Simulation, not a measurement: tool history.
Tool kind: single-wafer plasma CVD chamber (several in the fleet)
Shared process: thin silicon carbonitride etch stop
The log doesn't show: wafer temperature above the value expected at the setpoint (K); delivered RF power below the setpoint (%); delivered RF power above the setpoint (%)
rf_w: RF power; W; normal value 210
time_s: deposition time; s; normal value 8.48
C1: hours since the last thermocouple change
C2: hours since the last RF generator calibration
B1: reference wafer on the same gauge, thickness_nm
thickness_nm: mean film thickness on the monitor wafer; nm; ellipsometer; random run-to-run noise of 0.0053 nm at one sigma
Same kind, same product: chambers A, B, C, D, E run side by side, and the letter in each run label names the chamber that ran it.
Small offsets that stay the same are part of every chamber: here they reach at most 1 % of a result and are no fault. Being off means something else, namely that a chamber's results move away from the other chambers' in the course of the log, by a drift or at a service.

{"run": "1D", "hour": 6.6, "rf_w": 210, "time_s": 8.48, "C1": 623.3, "C2": 993.4, "B1": 4.2596, "thickness_nm": 4.8993}
{"hour": 16.2, "done": "chamber E: RF generator calibrated"}
{"run": "2E", "hour": 20.4, "rf_w": 210, "time_s": 8.48, "C1": 26.9, "C2": 4.2, "B1": 4.2624, "thickness_nm": 4.9038}
{"run": "3A", "hour": 28.0, "rf_w": 210, "time_s": 8.48, "C1": 999.8, "C2": 973.4, "B1": 4.2607, "thickness_nm": 4.8569}
{"run": "4C", "hour": 34.9, "rf_w": 210, "time_s": 8.48, "C1": 2255.8, "C2": 442.4, "B1": 4.2614, "thickness_nm": 4.9226}
{"hour": 41.6, "done": "chamber B: RF generator calibrated"}
{"run": "5B", "hour": 46.1, "rf_w": 210, "time_s": 8.48, "C1": 678.0, "C2": 4.5, "B1": 4.2617, "thickness_nm": 4.876}
{"run": "6B", "hour": 57.5, "rf_w": 210, "time_s": 8.48, "C1": 689.4, "C2": 15.9, "B1": 4.2633, "thickness_nm": 4.874}
{"run": "7E", "hour": 66.1, "rf_w": 210, "time_s": 8.48, "C1": 72.6, "C2": 49.9, "B1": 4.2616, "thickness_nm": 4.9136}
{"run": "8A", "hour": 76.0, "rf_w": 210, "time_s": 7.93, "C1": 1047.8, "C2": 1021.4, "B1": 4.2622, "thickness_nm": 4.5595}
{"run": "9C", "hour": 85.1, "rf_w": 210, "time_s": 7.93, "C1": 2306.0, "C2": 492.6, "B1": 4.2652, "thickness_nm": 4.612}
{"run": "10D", "hour": 93.8, "rf_w": 210, "time_s": 7.93, "C1": 710.5, "C2": 1080.6, "B1": 4.2643, "thickness_nm": 4.5888}
{"run": "11E", "hour": 101.1, "rf_w": 210, "time_s": 7.93, "C1": 107.6, "C2": 84.9, "B1": 4.264, "thickness_nm": 4.5888}
{"run": "12A", "hour": 112.8, "rf_w": 210, "time_s": 7.93, "C1": 1084.6, "C2": 1058.2, "B1": 4.2659, "thickness_nm": 4.558}
{"run": "13B", "hour": 122.3, "rf_w": 210, "time_s": 8.48, "C1": 754.2, "C2": 80.7, "B1": 4.2663, "thickness_nm": 4.8754}
{"run": "14D", "hour": 135.0, "rf_w": 210, "time_s": 8.48, "C1": 751.7, "C2": 1121.8, "B1": 4.2668, "thickness_nm": 4.9036}
{"run": "15C", "hour": 141.1, "rf_w": 225, "time_s": 9.57, "C1": 2362.0, "C2": 548.6, "B1": 4.2671, "thickness_nm": 5.683}
{"run": "16C", "hour": 152.3, "rf_w": 225, "time_s": 9.57, "C1": 2373.2, "C2": 559.8, "B1": 4.2677, "thickness_nm": 5.6739}
{"run": "17E", "hour": 158.7, "rf_w": 225, "time_s": 9.57, "C1": 165.2, "C2": 142.5, "B1": 4.2675, "thickness_nm": 5.6638}
{"run": "18A", "hour": 168.6, "rf_w": 225, "time_s": 9.57, "C1": 1140.4, "C2": 1114.0, "B1": 4.2673, "thickness_nm": 5.6239}
{"run": "19B", "hour": 175.8, "rf_w": 225, "time_s": 9.57, "C1": 807.7, "C2": 134.2, "B1": 4.2684, "thickness_nm": 5.6231}
{"run": "20D", "hour": 189.1, "rf_w": 250, "time_s": 6.94, "C1": 805.8, "C2": 1175.9, "B1": 4.2698, "thickness_nm": 4.2189}
{"run": "21B", "hour": 195.5, "rf_w": 250, "time_s": 6.94, "C1": 827.4, "C2": 153.9, "B1": 4.2696, "thickness_nm": 4.2059}
{"run": "22D", "hour": 202.3, "rf_w": 250, "time_s": 6.94, "C1": 819.0, "C2": 1189.1, "B1": 4.2702, "thickness_nm": 4.2334}
{"run": "23E", "hour": 212.0, "rf_w": 250, "time_s": 6.94, "C1": 218.5, "C2": 195.8, "B1": 4.2708, "thickness_nm": 4.2373}
{"run": "24A", "hour": 225.3, "rf_w": 250, "time_s": 6.94, "C1": 1197.1, "C2": 1170.7, "B1": 4.2711, "thickness_nm": 4.1984}
{"run": "25C", "hour": 235.7, "rf_w": 210, "time_s": 8.48, "C1": 2456.6, "C2": 643.2, "B1": 4.2707, "thickness_nm": 4.9319}
{"run": "26A", "hour": 242.0, "rf_w": 210, "time_s": 8.48, "C1": 1213.8, "C2": 1187.4, "B1": 4.2725, "thickness_nm": 4.8821}
{"run": "27B", "hour": 250.3, "rf_w": 210, "time_s": 8.48, "C1": 882.2, "C2": 208.7, "B1": 4.2724, "thickness_nm": 4.8812}
{"run": "28D", "hour": 260.2, "rf_w": 210, "time_s": 8.48, "C1": 876.9, "C2": 1247.0, "B1": 4.2722, "thickness_nm": 4.919}
{"run": "29C", "hour": 272.1, "rf_w": 210, "time_s": 8.48, "C1": 2493.0, "C2": 679.6, "B1": 4.2734, "thickness_nm": 4.9315}
{"run": "30E", "hour": 278.7, "rf_w": 210, "time_s": 8.48, "C1": 285.2, "C2": 262.5, "B1": 4.2738, "thickness_nm": 4.9095}
{"run": "31A", "hour": 291.5, "rf_w": 210, "time_s": 8.48, "C1": 1263.3, "C2": 1236.9, "B1": 4.2737, "thickness_nm": 4.8866}
{"run": "32D", "hour": 298.9, "rf_w": 210, "time_s": 8.48, "C1": 915.6, "C2": 1285.7, "B1": 4.2747, "thickness_nm": 4.9155}
{"run": "33C", "hour": 307.1, "rf_w": 210, "time_s": 8.48, "C1": 2528.0, "C2": 714.6, "B1": 4.2749, "thickness_nm": 4.9313}
{"run": "34B", "hour": 319.4, "rf_w": 210, "time_s": 8.48, "C1": 951.3, "C2": 277.8, "B1": 4.2762, "thickness_nm": 4.8971}
{"run": "35E", "hour": 327.3, "rf_w": 210, "time_s": 8.48, "C1": 333.8, "C2": 311.1, "B1": 4.2758, "thickness_nm": 4.9276}
{"run": "36D", "hour": 334.8, "rf_w": 210, "time_s": 6.85, "C1": 951.5, "C2": 1321.6, "B1": 4.2766, "thickness_nm": 3.9607}
{"run": "37B", "hour": 347.7, "rf_w": 210, "time_s": 6.85, "C1": 979.6, "C2": 306.1, "B1": 4.2769, "thickness_nm": 3.9538}
{"run": "38E", "hour": 356.8, "rf_w": 210, "time_s": 6.85, "C1": 363.3, "C2": 340.6, "B1": 4.2769, "thickness_nm": 3.9806}
{"run": "39A", "hour": 368.0, "rf_w": 210, "time_s": 6.85, "C1": 1339.8, "C2": 1313.4, "B1": 4.2775, "thickness_nm": 3.944}
{"run": "40C", "hour": 375.8, "rf_w": 210, "time_s": 6.85, "C1": 2596.7, "C2": 783.3, "B1": 4.2781, "thickness_nm": 3.9909}
{"run": "41C", "hour": 382.0, "rf_w": 210, "time_s": 8.48, "C1": 2602.9, "C2": 789.5, "B1": 4.2787, "thickness_nm": 4.9369}

Decide between three cases: one chamber stands off from its peers, the gauge reading all wafers drifts, or nothing is wrong past each chamber's small offset. Where a chamber is off, say which and what most likely put it there.

The shared gauge is drifting. All chambers look as if they move in step, but none is off.
Likeliest cause: gauge reads high (%) = 0.442.

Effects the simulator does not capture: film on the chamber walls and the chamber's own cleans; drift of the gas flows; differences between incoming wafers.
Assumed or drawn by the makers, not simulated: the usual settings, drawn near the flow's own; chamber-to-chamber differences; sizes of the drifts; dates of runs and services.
